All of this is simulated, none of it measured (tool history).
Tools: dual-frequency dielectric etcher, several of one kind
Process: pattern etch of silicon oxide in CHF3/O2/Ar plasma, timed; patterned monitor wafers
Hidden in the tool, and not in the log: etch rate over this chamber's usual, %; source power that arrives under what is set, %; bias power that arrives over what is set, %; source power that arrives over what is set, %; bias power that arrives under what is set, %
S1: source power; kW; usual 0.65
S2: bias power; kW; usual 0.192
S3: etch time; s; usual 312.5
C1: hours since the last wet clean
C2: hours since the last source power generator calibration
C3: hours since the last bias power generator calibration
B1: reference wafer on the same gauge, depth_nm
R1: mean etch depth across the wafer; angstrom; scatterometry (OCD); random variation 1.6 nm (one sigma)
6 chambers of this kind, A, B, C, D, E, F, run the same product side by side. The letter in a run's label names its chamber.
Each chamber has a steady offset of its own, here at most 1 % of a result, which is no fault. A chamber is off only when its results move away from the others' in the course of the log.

Run 1A, hour 10.7: usual settings; C1 342.2; C2 3507.3; C3 1309.8; B1 673.02. Result: R1 6493 angstrom.
Run 2C, hour 23.8: usual settings; C1 353; C2 291; C3 789.8; B1 673.53. Result: R1 6477.3 angstrom.
Run 3F, hour 36.3: usual settings; C1 443.6; C2 1409.9; C3 1552.1; B1 672.67. Result: R1 6517.7 angstrom.
Run 4B, hour 45.8: usual settings; C1 201.3; C2 2824.1; C3 2375.9; B1 673.25. Result: R1 6569.6 angstrom.
Run 5E, hour 52.8: usual settings; C1 523.8; C2 3286.6; C3 1787.5; B1 673.36. Result: R1 6548 angstrom.
Run 6D, hour 64.1: usual settings; C1 282.2; C2 3180.8; C3 298.6; B1 672.82. Result: R1 6474.8 angstrom.
Run 7D, hour 75.3: usual settings; C1 293.4; C2 3192; C3 309.8; B1 673.06. Result: R1 6459.2 angstrom.
At hour 83.7: chamber A: wet clean of the chamber.
Run 8F, hour 84.3: usual settings; C1 491.6; C2 1457.9; C3 1600.1; B1 672.92. Result: R1 6515.1 angstrom.
Run 9B, hour 97.5: usual settings; C1 253; C2 2875.8; C3 2427.6; B1 673.09. Result: R1 6578 angstrom.
At hour 101.6: chamber C: wet clean of the chamber.
Run 10C, hour 105.2: usual settings; C1 3.6; C2 372.4; C3 871.2; B1 673.3. Result: R1 6507.2 angstrom.
Run 11E, hour 117.4: usual settings; C1 588.4; C2 3351.2; C3 1852.1; B1 672.67. Result: R1 6523.9 angstrom.
Run 12A, hour 131.1: usual settings; C1 47.5; C2 3627.7; C3 1430.2; B1 673.06. Result: R1 6482.1 angstrom.
Run 13A, hour 143.8: usual settings; C1 60.2; C2 3640.4; C3 1442.9; B1 672.57. Result: R1 6499.7 angstrom.
At hour 144.9: chamber E: wet clean of the chamber.
Run 14F, hour 150.8: usual settings; C1 558.1; C2 1524.4; C3 1666.6; B1 673.05. Result: R1 6527.7 angstrom.
Run 15C, hour 165.5: usual settings; C1 63.9; C2 432.7; C3 931.5; B1 673.13. Result: R1 6511.2 angstrom.
Run 16D, hour 174.5: usual settings; C1 392.6; C2 3291.2; C3 409; B1 672.81. Result: R1 6486.4 angstrom.
At hour 186.5: chamber F: wet clean of the chamber.
Run 17B, hour 186.5: usual settings but S1 0.74 kW, S3 362 s; C1 342; C2 2964.8; C3 2516.6; B1 672.97. Result: R1 7991.7 angstrom.
Run 18E, hour 200.3: usual settings but S1 0.74 kW, S3 362 s; C1 55.4; C2 3434.1; C3 1935; B1 672.83. Result: R1 8132.6 angstrom.
Run 19D, hour 211.5: usual settings but S1 0.74 kW, S3 362 s; C1 429.6; C2 3328.2; C3 446; B1 673.33. Result: R1 7891.8 angstrom.
Run 20C, hour 222.2: usual settings but S1 0.74 kW, S3 362 s; C1 120.6; C2 489.4; C3 988.2; B1 672.8. Result: R1 7925.6 angstrom.
Run 21F, hour 231.9: usual settings but S1 0.74 kW, S3 362 s; C1 45.4; C2 1605.5; C3 1747.7; B1 672.32. Result: R1 7961.3 angstrom.
Run 22B, hour 247.7: usual settings but S1 0.74 kW, S3 362 s; C1 403.2; C2 3026; C3 2577.8; B1 672.66. Result: R1 8004.4 angstrom.
Run 23E, hour 258.7: usual settings but S3 359 s; C1 113.8; C2 3492.5; C3 1993.4; B1 672.66. Result: R1 7686.5 angstrom.
Run 24A, hour 267.5: usual settings but S3 359 s; C1 183.9; C2 3764.1; C3 1566.6; B1 673.12. Result: R1 7459.4 angstrom.
Run 25E, hour 274.4: usual settings but S3 359 s; C1 129.5; C2 3508.2; C3 2009.1; B1 672.86. Result: R1 7660.4 angstrom.
Run 26A, hour 284.1: usual settings but S3 359 s; C1 200.5; C2 3780.7; C3 1583.2; B1 673.16. Result: R1 7486.4 angstrom.
Run 27C, hour 297.4: usual settings but S3 359 s; C1 195.8; C2 564.6; C3 1063.4; B1 672.85. Result: R1 7498 angstrom.
Run 28D, hour 309.6: usual settings but S3 359 s; C1 527.7; C2 3426.3; C3 544.1; B1 673.17. Result: R1 7443.5 angstrom.
Run 29F, hour 320.6: usual settings; C1 134.1; C2 1694.2; C3 1836.4; B1 672.79. Result: R1 6528.6 angstrom.
Run 30B, hour 334.1: usual settings; C1 489.6; C2 3112.4; C3 2664.2; B1 672.94. Result: R1 6560.8 angstrom.
Run 31E, hour 342.7: usual settings; C1 197.8; C2 3576.5; C3 2077.4; B1 673.13. Result: R1 6686.1 angstrom.
Run 32C, hour 353.7: usual settings; C1 252.1; C2 620.9; C3 1119.7; B1 672.81. Result: R1 6511.9 angstrom.
Run 33B, hour 368.3: usual settings; C1 523.8; C2 3146.6; C3 2698.4; B1 672.97. Result: R1 6577.5 angstrom.
Run 34D, hour 378.4: usual settings; C1 596.5; C2 3495.1; C3 612.9; B1 673.3. Result: R1 6485.9 angstrom.
Run 35A, hour 386.8: usual settings; C1 303.2; C2 3883.4; C3 1685.9; B1 673.14. Result: R1 6485.6 angstrom.
Run 36F, hour 396.2: usual settings; C1 209.7; C2 1769.8; C3 1912; B1 672.94. Result: R1 6511 angstrom.
At hour 405: chamber B: wet clean of the chamber.
Run 37B, hour 406.4: usual settings; C1 1.5; C2 3184.7; C3 2736.5; B1 673.11. Result: R1 6579.3 angstrom.
Run 38F, hour 416: usual settings; C1 229.5; C2 1789.6; C3 1931.8; B1 673.21. Result: R1 6523.5 angstrom.

Next, every chamber runs the same settings. What will each give?
Run 39A, hour 427.5: usual settings. Result: R1 ?.
Run 39B, hour 427.5: usual settings. Result: R1 ?.
Run 39C, hour 427.5: usual settings. Result: R1 ?.
Run 39D, hour 427.5: usual settings. Result: R1 ?.
Run 39E, hour 427.5: usual settings. Result: R1 ?.
Run 39F, hour 427.5: usual settings. Result: R1 ?.

run      R1
39A  6485.5
39B  6605.1
39C    6486
39D  6463.9
39E  6670.8
39F  6528.3

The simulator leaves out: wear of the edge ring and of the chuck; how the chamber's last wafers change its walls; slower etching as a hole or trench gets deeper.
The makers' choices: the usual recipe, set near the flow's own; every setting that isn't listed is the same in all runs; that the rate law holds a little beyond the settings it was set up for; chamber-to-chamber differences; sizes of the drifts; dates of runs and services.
